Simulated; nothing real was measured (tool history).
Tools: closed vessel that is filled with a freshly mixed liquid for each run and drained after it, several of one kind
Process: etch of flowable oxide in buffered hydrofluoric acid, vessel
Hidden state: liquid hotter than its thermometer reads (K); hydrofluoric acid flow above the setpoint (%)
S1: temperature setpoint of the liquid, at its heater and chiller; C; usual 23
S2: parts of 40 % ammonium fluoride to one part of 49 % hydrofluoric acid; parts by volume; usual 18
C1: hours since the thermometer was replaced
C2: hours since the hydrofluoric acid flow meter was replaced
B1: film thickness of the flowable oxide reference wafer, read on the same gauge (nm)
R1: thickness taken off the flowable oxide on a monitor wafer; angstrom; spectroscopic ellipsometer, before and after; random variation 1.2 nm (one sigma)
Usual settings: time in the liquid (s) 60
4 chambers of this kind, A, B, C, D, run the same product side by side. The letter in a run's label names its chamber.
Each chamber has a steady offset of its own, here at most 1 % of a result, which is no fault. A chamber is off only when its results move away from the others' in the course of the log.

run 1B day=0.333 | S1=23 S2=18 time_in_the_liquid_(s)=60 | C1=1585.1 C2=1414 | B1=49.987 | R1=1596
run 2D day=0.608 | S1=23 S2=18 time_in_the_liquid_(s)=60 | C1=190.2 C2=509.5 | B1=49.983 | R1=1609.3
run 3C day=0.779 | S1=23 S2=18 time_in_the_liquid_(s)=60 | C1=1031.8 C2=644.7 | B1=50.003 | R1=1577.9
run 4A day=1.108 | S1=23 S2=18 time_in_the_liquid_(s)=60 | C1=671 C2=411.7 | B1=49.987 | R1=1619.7
run 5A day=1.346 | S1=23 S2=18 time_in_the_liquid_(s)=60 | C1=676.7 C2=417.4 | B1=50.017 | R1=1618.2
run 6C day=1.542 | S1=23 S2=18 time_in_the_liquid_(s)=60 | C1=1050.1 C2=663 | B1=50.006 | R1=1589.9
run 7D day=1.825 | S1=23 S2=18 time_in_the_liquid_(s)=60 | C1=219.4 C2=538.7 | B1=49.987 | R1=1579.7
run 8B day=2.096 | S1=23 S2=18 time_in_the_liquid_(s)=60 | C1=1627.4 C2=1456.3 | B1=50.014 | R1=1598.2
run 9B day=2.458 | S1=23 S2=18 time_in_the_liquid_(s)=60 | C1=1636.1 C2=1465 | B1=50.002 | R1=1592.1
run 10D day=2.633 | S1=23 S2=18 time_in_the_liquid_(s)=30 | C1=238.8 C2=558.1 | B1=49.975 | R1=795.37
run 11A day=2.854 | S1=23 S2=18 time_in_the_liquid_(s)=30 | C1=712.9 C2=453.6 | B1=49.986 | R1=812.09
run 12C day=3.208 | S1=23 S2=18 time_in_the_liquid_(s)=30 | C1=1090.1 C2=703 | B1=50 | R1=782.14
-- day=3.396 chamber B: thermometer replaced
run 13B day=3.433 | S1=23 S2=18 time_in_the_liquid_(s)=30 | C1=1 C2=1488.4 | B1=49.985 | R1=784.98
run 14A day=3.792 | S1=23 S2=18 time_in_the_liquid_(s)=60 | C1=735.4 C2=476.1 | B1=49.994 | R1=1633.5
run 15D day=3.967 | S1=23 S2=18 time_in_the_liquid_(s)=60 | C1=270.8 C2=590.1 | B1=50.005 | R1=1602.2
run 16C day=4.138 | S1=23 S2=18 time_in_the_liquid_(s)=95 | C1=1112.4 C2=725.3 | B1=49.99 | R1=2534
run 17D day=4.483 | S1=23 S2=18 time_in_the_liquid_(s)=95 | C1=283.2 C2=602.5 | B1=49.992 | R1=2533.2
run 18A day=4.65 | S1=23 S2=18 time_in_the_liquid_(s)=95 | C1=756 C2=496.7 | B1=50.017 | R1=2555.3
run 19B day=4.829 | S1=23 S2=18 time_in_the_liquid_(s)=95 | C1=34.5 C2=1521.9 | B1=50.018 | R1=2498
run 20C day=5.075 | S1=23 S2=18 time_in_the_liquid_(s)=60 | C1=1134.9 C2=747.8 | B1=49.974 | R1=1590.3
run 21B day=5.329 | S1=23 S2=18 time_in_the_liquid_(s)=60 | C1=46.5 C2=1533.9 | B1=50.009 | R1=1611.5
-- day=5.483 chamber B: hydrofluoric acid flow meter replaced
run 22C day=5.496 | S1=23 S2=18 time_in_the_liquid_(s)=60 | C1=1145 C2=757.9 | B1=49.974 | R1=1588.9
run 23D day=5.7 | S1=23 S2=18 time_in_the_liquid_(s)=60 | C1=312.4 C2=631.7 | B1=50.017 | R1=1597.5
run 24A day=6.046 | S1=23 S2=12.5 time_in_the_liquid_(s)=90 | C1=789.5 C2=530.2 | B1=50.005 | R1=3429.9
run 25B day=6.404 | S1=23 S2=12.5 time_in_the_liquid_(s)=90 | C1=72.3 C2=22.1 | B1=49.998 | R1=3388.4
run 26D day=6.65 | S1=23 S2=12.5 time_in_the_liquid_(s)=90 | C1=335.2 C2=654.5 | B1=50.012 | R1=3479.3
run 27C day=6.912 | S1=23 S2=12.5 time_in_the_liquid_(s)=90 | C1=1179 C2=791.9 | B1=49.998 | R1=3427.8
run 28A day=7.25 | S1=19 S2=24.5 time_in_the_liquid_(s)=60 | C1=818.4 C2=559.1 | B1=49.998 | R1=996.44
run 29A day=7.467 | S1=19 S2=24.5 time_in_the_liquid_(s)=60 | C1=823.6 C2=564.3 | B1=50 | R1=1001.6
run 30B day=7.671 | S1=19 S2=24.5 time_in_the_liquid_(s)=60 | C1=102.7 C2=52.5 | B1=49.998 | R1=993.02
run 31C day=7.958 | S1=19 S2=24.5 time_in_the_liquid_(s)=60 | C1=1204.1 C2=817 | B1=50.003 | R1=991.5
run 32D day=8.292 | S1=23 S2=18 time_in_the_liquid_(s)=60 | C1=374.6 C2=693.9 | B1=50.002 | R1=1605.5
run 33C day=8.546 | S1=23 S2=18 time_in_the_liquid_(s)=60 | C1=1218.2 C2=831.1 | B1=49.992 | R1=1602.9
run 34D day=8.912 | S1=23 S2=18 time_in_the_liquid_(s)=60 | C1=389.5 C2=708.8 | B1=49.994 | R1=1604.1
-- day=8.958 chamber C: hydrofluoric acid flow meter replaced
run 35B day=9.075 | S1=23 S2=18 time_in_the_liquid_(s)=60 | C1=136.4 C2=86.2 | B1=49.989 | R1=1588.7
run 36A day=9.417 | S1=23 S2=18 time_in_the_liquid_(s)=60 | C1=870.4 C2=611.1 | B1=50.003 | R1=1627
run 37A day=9.696 | S1=23 S2=18 time_in_the_liquid_(s)=60 | C1=877.1 C2=617.8 | B1=49.995 | R1=1600.4
run 38C day=9.888 | S1=23 S2=18 time_in_the_liquid_(s)=60 | C1=1250.4 C2=22.4 | B1=49.997 | R1=1593.8
run 39B day=10.258 | S1=23 S2=18 time_in_the_liquid_(s)=60 | C1=164.8 C2=114.6 | B1=50.017 | R1=1576.8
run 40D day=10.496 | S1=23 S2=18 time_in_the_liquid_(s)=60 | C1=427.5 C2=746.8 | B1=50.001 | R1=1633.9
run 41B day=10.767 | S1=23 S2=18 time_in_the_liquid_(s)=60 | C1=177 C2=126.8 | B1=49.987 | R1=1578.2
run 42C day=11.133 | S1=23 S2=18 time_in_the_liquid_(s)=60 | C1=1280.3 C2=52.3 | B1=49.991 | R1=1589.9
run 43A day=11.383 | S1=23 S2=18 time_in_the_liquid_(s)=60 | C1=917.6 C2=658.3 | B1=50.003 | R1=1625

All 4 chambers run these settings next. Forecast each chamber's results:
run 44A day=11.65 | S1=23 S2=18 time_in_the_liquid_(s)=60 | R1=?
run 44B day=11.65 | S1=23 S2=18 time_in_the_liquid_(s)=60 | R1=?
run 44C day=11.65 | S1=23 S2=18 time_in_the_liquid_(s)=60 | R1=?
run 44D day=11.65 | S1=23 S2=18 time_in_the_liquid_(s)=60 | R1=?

run=44A R1=1625
run=44B R1=1581.9
run=44C R1=1588
run=44D R1=1600
